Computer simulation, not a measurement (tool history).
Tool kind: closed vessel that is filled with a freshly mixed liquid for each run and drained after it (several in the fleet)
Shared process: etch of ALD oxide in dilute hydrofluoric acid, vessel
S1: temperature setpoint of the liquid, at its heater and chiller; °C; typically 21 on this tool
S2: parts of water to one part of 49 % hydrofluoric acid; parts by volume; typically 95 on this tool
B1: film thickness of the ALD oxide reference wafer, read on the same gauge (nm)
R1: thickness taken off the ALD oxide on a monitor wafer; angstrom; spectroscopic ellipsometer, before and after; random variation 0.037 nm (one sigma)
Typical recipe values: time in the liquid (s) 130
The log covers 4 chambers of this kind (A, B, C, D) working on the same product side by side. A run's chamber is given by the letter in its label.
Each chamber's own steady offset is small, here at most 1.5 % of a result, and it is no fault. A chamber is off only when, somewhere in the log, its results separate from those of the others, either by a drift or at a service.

run 1A hour=10 | S1=21 S2=95 time_in_the_liquid_(s)=130 | B1=50.004 | R1=119.18
run 2B hour=18 | S1=21 S2=95 time_in_the_liquid_(s)=130 | B1=49.998 | R1=120.73
run 3C hour=24.8 | S1=21 S2=95 time_in_the_liquid_(s)=130 | B1=49.974 | R1=119.07
run 4D hour=35.6 | S1=21 S2=95 time_in_the_liquid_(s)=130 | B1=50.016 | R1=120.71
run 5D hour=41.2 | S1=21 S2=95 time_in_the_liquid_(s)=130 | B1=49.955 | R1=120.62
run 6A hour=52.2 | S1=21 S2=95 time_in_the_liquid_(s)=130 | B1=49.986 | R1=118.9
run 7C hour=64 | S1=21 S2=95 time_in_the_liquid_(s)=130 | B1=50.009 | R1=118.1
run 8B hour=72 | S1=21 S2=95 time_in_the_liquid_(s)=130 | B1=50.027 | R1=119.8
-- hour=79.1 chamber A: hydrofluoric acid flow meter replaced
run 9D hour=81.3 | S1=21 S2=95 time_in_the_liquid_(s)=130 | B1=50.01 | R1=120.4
run 10B hour=87.7 | S1=21 S2=95 time_in_the_liquid_(s)=130 | B1=49.993 | R1=119.26
run 11C hour=94.4 | S1=21 S2=95 time_in_the_liquid_(s)=130 | B1=50.016 | R1=118.28
run 12A hour=101.4 | S1=21 S2=95 time_in_the_liquid_(s)=130 | B1=49.996 | R1=119.13
run 13C hour=110.6 | S1=21 S2=95 time_in_the_liquid_(s)=130 | B1=49.977 | R1=118.33
run 14A hour=116.8 | S1=21 S2=95 time_in_the_liquid_(s)=130 | B1=49.974 | R1=119.76
run 15D hour=126.6 | S1=21 S2=95 time_in_the_liquid_(s)=130 | B1=50.022 | R1=120.82
run 16B hour=132.1 | S1=21 S2=95 time_in_the_liquid_(s)=130 | B1=49.966 | R1=119.97
run 17D hour=141.3 | S1=21 S2=95 time_in_the_liquid_(s)=130 | B1=50.017 | R1=120.73
run 18B hour=150.7 | S1=21 S2=125 time_in_the_liquid_(s)=130 | B1=49.977 | R1=87.461
run 19C hour=159.1 | S1=21 S2=125 time_in_the_liquid_(s)=130 | B1=50.009 | R1=86.335
run 20A hour=164.8 | S1=21 S2=125 time_in_the_liquid_(s)=130 | B1=49.962 | R1=88.065
run 21C hour=171.9 | S1=21 S2=125 time_in_the_liquid_(s)=130 | B1=49.986 | R1=86.09
run 22A hour=182.5 | S1=21 S2=95 time_in_the_liquid_(s)=130 | B1=49.991 | R1=119.54
run 23B hour=191.1 | S1=21 S2=95 time_in_the_liquid_(s)=130 | B1=50.022 | R1=118.67
run 24D hour=197.8 | S1=21 S2=95 time_in_the_liquid_(s)=130 | B1=49.994 | R1=121.37
run 25A hour=204 | S1=21 S2=95 time_in_the_liquid_(s)=130 | B1=50.032 | R1=119.14
run 26D hour=215.3 | S1=21 S2=75 time_in_the_liquid_(s)=130 | B1=49.993 | R1=156.99
run 27B hour=221.1 | S1=21 S2=75 time_in_the_liquid_(s)=130 | B1=49.962 | R1=155.79
run 28C hour=226.7 | S1=21 S2=75 time_in_the_liquid_(s)=130 | B1=50.002 | R1=150.02
run 29B hour=236.3 | S1=21 S2=75 time_in_the_liquid_(s)=130 | B1=49.982 | R1=155.79
run 30A hour=247.2 | S1=21 S2=95 time_in_the_liquid_(s)=130 | B1=50.008 | R1=119.01
run 31C hour=253.5 | S1=21 S2=95 time_in_the_liquid_(s)=130 | B1=49.939 | R1=115.67
run 32D hour=264.7 | S1=21 S2=95 time_in_the_liquid_(s)=65 | B1=50.013 | R1=60.491
run 33B hour=272.2 | S1=21 S2=95 time_in_the_liquid_(s)=65 | B1=50.067 | R1=59.644
run 34C hour=283.9 | S1=21 S2=95 time_in_the_liquid_(s)=65 | B1=50.012 | R1=57.287
run 35D hour=294.2 | S1=21 S2=95 time_in_the_liquid_(s)=65 | B1=49.997 | R1=60.5
run 36A hour=305 | S1=21 S2=95 time_in_the_liquid_(s)=130 | B1=49.972 | R1=119.34
run 37D hour=315.3 | S1=21 S2=95 time_in_the_liquid_(s)=130 | B1=49.938 | R1=120.81
run 38A hour=325.3 | S1=21 S2=95 time_in_the_liquid_(s)=130 | B1=49.996 | R1=119.14

Is one chamber off against the others, does the gauge drift, or is nothing wrong? If a chamber is off, say which, and what the likeliest cause is.

One chamber, C, drifts off from the rest bit by bit.
Likeliest cause: liquid colder than its thermometer reads (K) = 1.08.
From this log alone, it may not be told apart from: hydrofluoric acid flow below the setpoint (%).

Here are 4 candidates for chamber C's next run, each the usual settings with a change, their results left as question marks. Which one brings its results back in line with what the others give on the usual settings?
Allowed miss from the other chambers' usual-settings mean, per result, to count as in line: R1 1.3 angstrom
run 39C-1 hour=334 | S1=21 S2=100 time_in_the_liquid_(s)=130 | R1=?
run 39C-2 hour=334 | S1=21 S2=100 time_in_the_liquid_(s)=125 | R1=?
run 39C-3 hour=334 | S1=21 S2=90 time_in_the_liquid_(s)=130 | R1=?
run 39C-4 hour=334 | S1=21 S2=90 time_in_the_liquid_(s)=135 | R1=?

What the other chambers average on the usual settings: R1 119.94 angstrom
run=39C-1 R1=106.97
run=39C-2 R1=102.86
run=39C-3 R1=120.2
run=39C-4 R1=124.83
The answer is 39C-3, which returns the chamber to within the allowed miss of the others.

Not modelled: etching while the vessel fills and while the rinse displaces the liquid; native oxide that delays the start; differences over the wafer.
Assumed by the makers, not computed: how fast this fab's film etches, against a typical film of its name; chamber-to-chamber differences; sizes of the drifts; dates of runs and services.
